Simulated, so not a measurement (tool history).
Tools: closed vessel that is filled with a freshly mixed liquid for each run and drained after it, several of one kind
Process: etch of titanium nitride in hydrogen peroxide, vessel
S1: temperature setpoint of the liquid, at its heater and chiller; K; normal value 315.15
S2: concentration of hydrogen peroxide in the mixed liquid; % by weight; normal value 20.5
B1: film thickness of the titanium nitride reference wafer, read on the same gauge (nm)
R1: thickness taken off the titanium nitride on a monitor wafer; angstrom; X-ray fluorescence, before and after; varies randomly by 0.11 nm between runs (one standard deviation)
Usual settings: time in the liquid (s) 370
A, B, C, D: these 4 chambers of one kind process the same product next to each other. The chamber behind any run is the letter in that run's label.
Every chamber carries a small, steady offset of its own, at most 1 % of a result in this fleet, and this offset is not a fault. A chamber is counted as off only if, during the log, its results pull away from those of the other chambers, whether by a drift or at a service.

-- day=0.225 chamber A: new drum of peroxide connected
run 1B day=0.379 | S1=315.15 S2=20.5 time_in_the_liquid_(s)=370 | B1=90.019 | R1=169.98
run 2D day=0.758 | S1=315.15 S2=20.5 time_in_the_liquid_(s)=370 | B1=89.991 | R1=168.86
run 3A day=1.012 | S1=315.15 S2=20.5 time_in_the_liquid_(s)=370 | B1=90.006 | R1=173.08
run 4C day=1.421 | S1=315.15 S2=20.5 time_in_the_liquid_(s)=370 | B1=90.023 | R1=169.55
run 5B day=1.683 | S1=315.15 S2=20.5 time_in_the_liquid_(s)=370 | B1=90.001 | R1=169.73
run 6A day=1.962 | S1=315.15 S2=20.5 time_in_the_liquid_(s)=370 | B1=89.976 | R1=171.43
run 7D day=2.179 | S1=315.15 S2=20.5 time_in_the_liquid_(s)=370 | B1=89.949 | R1=168.98
run 8C day=2.504 | S1=322.15 S2=20.5 time_in_the_liquid_(s)=370 | B1=89.988 | R1=286.44
run 9D day=2.688 | S1=322.15 S2=20.5 time_in_the_liquid_(s)=370 | B1=89.991 | R1=283.67
run 10B day=2.875 | S1=322.15 S2=20.5 time_in_the_liquid_(s)=370 | B1=89.997 | R1=283.75
run 11C day=3.204 | S1=322.15 S2=20.5 time_in_the_liquid_(s)=370 | B1=89.987 | R1=289.68
-- day=3.312 chamber C: new drum of peroxide connected
run 12A day=3.504 | S1=315.15 S2=20.5 time_in_the_liquid_(s)=370 | B1=90.002 | R1=172.26
run 13B day=3.792 | S1=315.15 S2=20.5 time_in_the_liquid_(s)=525 | B1=90.024 | R1=240.3
run 14A day=4.171 | S1=315.15 S2=20.5 time_in_the_liquid_(s)=525 | B1=90.023 | R1=242.73
run 15C day=4.425 | S1=315.15 S2=20.5 time_in_the_liquid_(s)=525 | B1=90.005 | R1=244.28
run 16D day=4.725 | S1=315.15 S2=20.5 time_in_the_liquid_(s)=525 | B1=90.018 | R1=240.11
run 17B day=5.025 | S1=315.15 S2=20.5 time_in_the_liquid_(s)=370 | B1=90.003 | R1=170.45
run 18D day=5.271 | S1=315.15 S2=20.5 time_in_the_liquid_(s)=370 | B1=90.038 | R1=171.06
run 19C day=5.5 | S1=315.15 S2=20.5 time_in_the_liquid_(s)=370 | B1=89.997 | R1=169.16
run 20A day=5.721 | S1=315.15 S2=20.5 time_in_the_liquid_(s)=370 | B1=89.974 | R1=172.68
run 21B day=6.038 | S1=315.15 S2=20.5 time_in_the_liquid_(s)=370 | B1=89.999 | R1=167.79
run 22A day=6.346 | S1=315.15 S2=20.5 time_in_the_liquid_(s)=265 | B1=90.014 | R1=122.6
run 23D day=6.579 | S1=315.15 S2=20.5 time_in_the_liquid_(s)=265 | B1=90.017 | R1=120.35
run 24C day=6.771 | S1=315.15 S2=20.5 time_in_the_liquid_(s)=265 | B1=89.981 | R1=122.72
run 25D day=7.108 | S1=315.15 S2=20.5 time_in_the_liquid_(s)=265 | B1=90.028 | R1=119.16
run 26A day=7.417 | S1=315.15 S2=20.5 time_in_the_liquid_(s)=370 | B1=89.992 | R1=171.51
run 27C day=7.788 | S1=315.15 S2=20.5 time_in_the_liquid_(s)=370 | B1=90.011 | R1=170.28
run 28B day=8.1 | S1=315.15 S2=20.5 time_in_the_liquid_(s)=370 | B1=89.995 | R1=170.31
run 29D day=8.362 | S1=315.15 S2=20.5 time_in_the_liquid_(s)=370 | B1=90.009 | R1=166.19
run 30C day=8.729 | S1=315.15 S2=20.5 time_in_the_liquid_(s)=370 | B1=89.989 | R1=170.69
run 31B day=8.983 | S1=315.15 S2=20.5 time_in_the_liquid_(s)=490 | B1=89.99 | R1=223.14
run 32A day=9.162 | S1=315.15 S2=20.5 time_in_the_liquid_(s)=490 | B1=90.009 | R1=226.52
run 33A day=9.571 | S1=315.15 S2=20.5 time_in_the_liquid_(s)=490 | B1=90.006 | R1=226.83
run 34C day=9.883 | S1=315.15 S2=20.5 time_in_the_liquid_(s)=490 | B1=90.01 | R1=226.09
-- day=9.9 chamber D: new drum of peroxide connected
-- day=10.208 chamber B: thermometer replaced
run 35B day=10.217 | S1=315.15 S2=20.5 time_in_the_liquid_(s)=370 | B1=90.01 | R1=169.2
run 36D day=10.508 | S1=315.15 S2=20.5 time_in_the_liquid_(s)=370 | B1=89.979 | R1=164.14
run 37C day=10.854 | S1=315.15 S2=20.5 time_in_the_liquid_(s)=370 | B1=89.994 | R1=169.87
run 38A day=11.158 | S1=307.65 S2=23.5 time_in_the_liquid_(s)=370 | B1=89.998 | R1=99.021
run 39B day=11.571 | S1=307.65 S2=23.5 time_in_the_liquid_(s)=370 | B1=89.99 | R1=97.169
run 40D day=11.946 | S1=307.65 S2=23.5 time_in_the_liquid_(s)=370 | B1=90.029 | R1=94.179
run 41D day=12.262 | S1=307.65 S2=23.5 time_in_the_liquid_(s)=370 | B1=90.007 | R1=93.831
run 42B day=12.558 | S1=315.15 S2=20.5 time_in_the_liquid_(s)=370 | B1=89.986 | R1=168.73

Next, every chamber runs the same settings. What will each give?
run 43A day=12.854 | S1=315.15 S2=20.5 time_in_the_liquid_(s)=370 | R1=?
run 43B day=12.854 | S1=315.15 S2=20.5 time_in_the_liquid_(s)=370 | R1=?
run 43C day=12.854 | S1=315.15 S2=20.5 time_in_the_liquid_(s)=370 | R1=?
run 43D day=12.854 | S1=315.15 S2=20.5 time_in_the_liquid_(s)=370 | R1=?

run=43A R1=171.59
run=43B R1=168.32
run=43C R1=171.9
run=43D R1=161.58
